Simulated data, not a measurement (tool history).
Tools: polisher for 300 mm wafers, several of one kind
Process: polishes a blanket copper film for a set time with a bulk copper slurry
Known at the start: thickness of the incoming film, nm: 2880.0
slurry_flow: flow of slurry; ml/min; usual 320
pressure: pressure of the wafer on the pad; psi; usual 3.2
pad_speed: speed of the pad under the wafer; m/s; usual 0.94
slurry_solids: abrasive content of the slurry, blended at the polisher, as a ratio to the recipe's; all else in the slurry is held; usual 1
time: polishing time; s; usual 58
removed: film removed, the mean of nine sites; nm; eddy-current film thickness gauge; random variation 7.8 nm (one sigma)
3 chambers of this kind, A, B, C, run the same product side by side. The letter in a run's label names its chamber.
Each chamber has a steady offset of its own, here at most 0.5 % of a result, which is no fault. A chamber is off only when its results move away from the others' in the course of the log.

Run 1A, hour 4: usual settings. Result: removed 560.09 nm.
Run 2B, hour 9.5: usual settings. Result: removed 556.71 nm.
Run 3C, hour 15.7: usual settings. Result: removed 555.37 nm.
Run 4C, hour 20.9: usual settings. Result: removed 563.71 nm.
Run 5B, hour 27.5: usual settings. Result: removed 566.97 nm.
Run 6A, hour 31.9: usual settings. Result: removed 567.26 nm.
Run 7C, hour 38.5: usual settings. Result: removed 563.02 nm.
Run 8A, hour 41.6: usual settings. Result: removed 568.66 nm.
At hour 42.8: chamber C: worn pad replaced by a new one.
Run 9B, hour 45.8: usual settings. Result: removed 554.74 nm.
Run 10C, hour 52.4: usual settings. Result: removed 579.83 nm.
Run 11B, hour 55.9: usual settings but slurry_flow 265 ml/min. Result: removed 554.55 nm.
Run 12A, hour 59.1: usual settings but slurry_flow 265 ml/min. Result: removed 554.58 nm.
Run 13B, hour 62.2: usual settings but slurry_flow 265 ml/min. Result: removed 547.27 nm.
At hour 64.3: chamber A: slurry nozzle cleaned.
Run 14A, hour 65.4: usual settings but time 47 s. Result: removed 449.93 nm.
Run 15C, hour 69.3: usual settings but time 47 s. Result: removed 464.97 nm.
Run 16B, hour 72.5: usual settings but time 47 s. Result: removed 442.1 nm.
Run 17C, hour 76.6: usual settings but time 65 s. Result: removed 635.86 nm.
At hour 77.2: chamber A: slurry blender recalibrated.
At hour 77.3: chamber B: worn pad replaced by a new one.
Run 18A, hour 80.9: usual settings but time 65 s. Result: removed 606.86 nm.
Run 19A, hour 87.4: usual settings but time 65 s. Result: removed 606.43 nm.
Run 20C, hour 93.5: usual settings but pad_speed 1.22 m/s. Result: removed 755.61 nm.
Run 21B, hour 96.8: usual settings but pad_speed 1.22 m/s. Result: removed 733.41 nm.
Run 22A, hour 100.1: usual settings but pad_speed 1.22 m/s. Result: removed 685.59 nm.

Is one chamber off against the others, does the gauge drift, or is nothing wrong? If a chamber is off, say which, and what the likeliest cause is.

Chamber A drifts away from the others.
Cause: removal rate lost through wear of the pad, % = 8.2.
The log may not tell that from: head's pressure below its setpoint, %.

Here are 4 candidates for chamber A's next run, each the usual settings with a change, their results left as question marks. Which one brings its results back in line with what the others give on the usual settings?
In line means no further than this from the other chambers' mean on the usual settings: removed 27 nm
Run 23A-1, hour 105: usual settings but pressure 3.8 psi. Result: removed ?.
Run 23A-2, hour 105: usual settings but pressure 3.1 psi, pad_speed 0.92 m/s, time 56 s. Result: removed ?.
Run 23A-3, hour 105: usual settings but pressure 3 psi, pad_speed 0.88 m/s, time 55 s. Result: removed ?.
Run 23A-4, hour 105: usual settings but time 63 s. Result: removed ?.

The other chambers' mean on the usual settings: removed 566.84 nm
  run  removed
23A-1   618.18
23A-2   475.36
23A-3   431.82
23A-4   564.35
23A-4 brings the chamber back in line.
